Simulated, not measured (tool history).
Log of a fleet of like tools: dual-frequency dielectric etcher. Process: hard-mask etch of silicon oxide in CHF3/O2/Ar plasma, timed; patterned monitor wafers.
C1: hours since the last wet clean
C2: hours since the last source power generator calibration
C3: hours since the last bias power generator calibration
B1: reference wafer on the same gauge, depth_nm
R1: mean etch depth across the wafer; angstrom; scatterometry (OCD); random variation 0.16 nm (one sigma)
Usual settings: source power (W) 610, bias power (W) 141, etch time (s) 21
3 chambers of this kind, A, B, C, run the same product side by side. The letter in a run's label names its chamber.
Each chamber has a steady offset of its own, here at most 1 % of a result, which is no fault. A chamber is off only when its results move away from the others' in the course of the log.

run 1B hour=12.3 | source_power_(W)=610 bias_power_(W)=141 etch_time_(s)=21 | C1=515.5 C2=2691.1 C3=1996.1 | B1=39.077 | R1=388.81
run 2A hour=24.1 | source_power_(W)=610 bias_power_(W)=141 etch_time_(s)=21 | C1=226.9 C2=1998.7 C3=2628.3 | B1=39.107 | R1=388.17
run 3C hour=33.4 | source_power_(W)=610 bias_power_(W)=141 etch_time_(s)=21 | C1=318.1 C2=432.7 C3=3302.9 | B1=39.066 | R1=385.54
-- hour=43.8 chamber B: wet clean of the chamber
run 4A hour=48.5 | source_power_(W)=610 bias_power_(W)=141 etch_time_(s)=21 | C1=251.3 C2=2023.1 C3=2652.7 | B1=39.067 | R1=386.02
run 5C hour=60.7 | source_power_(W)=750 bias_power_(W)=141 etch_time_(s)=21 | C1=345.4 C2=460 C3=3330.2 | B1=39.11 | R1=418.55
run 6B hour=73 | source_power_(W)=750 bias_power_(W)=141 etch_time_(s)=21 | C1=29.3 C2=2751.8 C3=2056.8 | B1=39.074 | R1=422.69
run 7A hour=79.9 | source_power_(W)=750 bias_power_(W)=141 etch_time_(s)=21 | C1=282.7 C2=2054.5 C3=2684.1 | B1=39.113 | R1=421.61
run 8B hour=88 | source_power_(W)=610 bias_power_(W)=141 etch_time_(s)=21 | C1=44.3 C2=2766.8 C3=2071.8 | B1=39.078 | R1=387.54
run 9C hour=100 | source_power_(W)=610 bias_power_(W)=141 etch_time_(s)=21 | C1=384.7 C2=499.3 C3=3369.5 | B1=39.091 | R1=383.46
-- hour=102.9 chamber C: wet clean of the chamber
run 10B hour=112.2 | source_power_(W)=610 bias_power_(W)=141 etch_time_(s)=21 | C1=68.5 C2=2791 C3=2096 | B1=39.104 | R1=387.18
run 11C hour=120.5 | source_power_(W)=610 bias_power_(W)=141 etch_time_(s)=21 | C1=17.7 C2=519.8 C3=3390 | B1=39.118 | R1=368.01
run 12A hour=130.7 | source_power_(W)=610 bias_power_(W)=141 etch_time_(s)=21 | C1=333.5 C2=2105.3 C3=2734.9 | B1=39.12 | R1=390.27
run 13B hour=139.4 | source_power_(W)=610 bias_power_(W)=141 etch_time_(s)=21 | C1=95.7 C2=2818.2 C3=2123.2 | B1=39.114 | R1=388.49
run 14A hour=146.6 | source_power_(W)=740 bias_power_(W)=141 etch_time_(s)=21 | C1=349.4 C2=2121.2 C3=2750.8 | B1=39.107 | R1=416.17
run 15C hour=161.7 | source_power_(W)=740 bias_power_(W)=141 etch_time_(s)=21 | C1=58.9 C2=561 C3=3431.2 | B1=39.104 | R1=393.94
run 16B hour=170.8 | source_power_(W)=740 bias_power_(W)=141 etch_time_(s)=21 | C1=127.1 C2=2849.6 C3=2154.6 | B1=39.102 | R1=417.39
run 17C hour=178.3 | source_power_(W)=610 bias_power_(W)=141 etch_time_(s)=21 | C1=75.5 C2=577.6 C3=3447.8 | B1=39.117 | R1=362.05
run 18A hour=192.2 | source_power_(W)=610 bias_power_(W)=141 etch_time_(s)=21 | C1=395 C2=2166.8 C3=2796.4 | B1=39.098 | R1=387.36
run 19B hour=203 | source_power_(W)=610 bias_power_(W)=141 etch_time_(s)=21 | C1=159.3 C2=2881.8 C3=2186.8 | B1=39.134 | R1=388.6
run 20A hour=210.4 | source_power_(W)=610 bias_power_(W)=141 etch_time_(s)=21 | C1=413.2 C2=2185 C3=2814.6 | B1=39.096 | R1=385.54
run 21C hour=218 | source_power_(W)=610 bias_power_(W)=141 etch_time_(s)=21 | C1=115.2 C2=617.3 C3=3487.5 | B1=39.091 | R1=362.43
run 22A hour=226 | source_power_(W)=610 bias_power_(W)=141 etch_time_(s)=21 | C1=428.8 C2=2200.6 C3=2830.2 | B1=39.079 | R1=385.31
run 23C hour=236.2 | source_power_(W)=610 bias_power_(W)=141 etch_time_(s)=21 | C1=133.4 C2=635.5 C3=3505.7 | B1=39.061 | R1=364.77
run 24B hour=244.3 | source_power_(W)=680 bias_power_(W)=141 etch_time_(s)=21 | C1=200.6 C2=2923.1 C3=2228.1 | B1=39.092 | R1=403.37
run 25C hour=255.7 | source_power_(W)=680 bias_power_(W)=141 etch_time_(s)=21 | C1=152.9 C2=655 C3=3525.2 | B1=39.117 | R1=381.67
run 26A hour=271.3 | source_power_(W)=680 bias_power_(W)=141 etch_time_(s)=21 | C1=474.1 C2=2245.9 C3=2875.5 | B1=39.104 | R1=403.73
run 27B hour=278.9 | source_power_(W)=610 bias_power_(W)=141 etch_time_(s)=21 | C1=235.2 C2=2957.7 C3=2262.7 | B1=39.101 | R1=386.97
run 28B hour=292.4 | source_power_(W)=610 bias_power_(W)=141 etch_time_(s)=21 | C1=248.7 C2=2971.2 C3=2276.2 | B1=39.105 | R1=386.87
run 29A hour=303 | source_power_(W)=610 bias_power_(W)=141 etch_time_(s)=21 | C1=505.8 C2=2277.6 C3=2907.2 | B1=39.054 | R1=386.83
run 30C hour=317.3 | source_power_(W)=610 bias_power_(W)=141 etch_time_(s)=21 | C1=214.5 C2=716.6 C3=3586.8 | B1=39.107 | R1=365.77
run 31A hour=325 | source_power_(W)=610 bias_power_(W)=108 etch_time_(s)=15.5 | C1=527.8 C2=2299.6 C3=2929.2 | B1=39.134 | R1=261.89
run 32C hour=339 | source_power_(W)=610 bias_power_(W)=108 etch_time_(s)=15.5 | C1=236.2 C2=738.3 C3=3608.5 | B1=39.101 | R1=247.97

Next, every chamber runs the same settings. What will each give?
run 33A hour=350.2 | source_power_(W)=610 bias_power_(W)=141 etch_time_(s)=26 | R1=?
run 33B hour=350.2 | source_power_(W)=610 bias_power_(W)=141 etch_time_(s)=26 | R1=?
run 33C hour=350.2 | source_power_(W)=610 bias_power_(W)=141 etch_time_(s)=26 | R1=?

run=33A R1=478.88
run=33B R1=479.18
run=33C R1=449.68

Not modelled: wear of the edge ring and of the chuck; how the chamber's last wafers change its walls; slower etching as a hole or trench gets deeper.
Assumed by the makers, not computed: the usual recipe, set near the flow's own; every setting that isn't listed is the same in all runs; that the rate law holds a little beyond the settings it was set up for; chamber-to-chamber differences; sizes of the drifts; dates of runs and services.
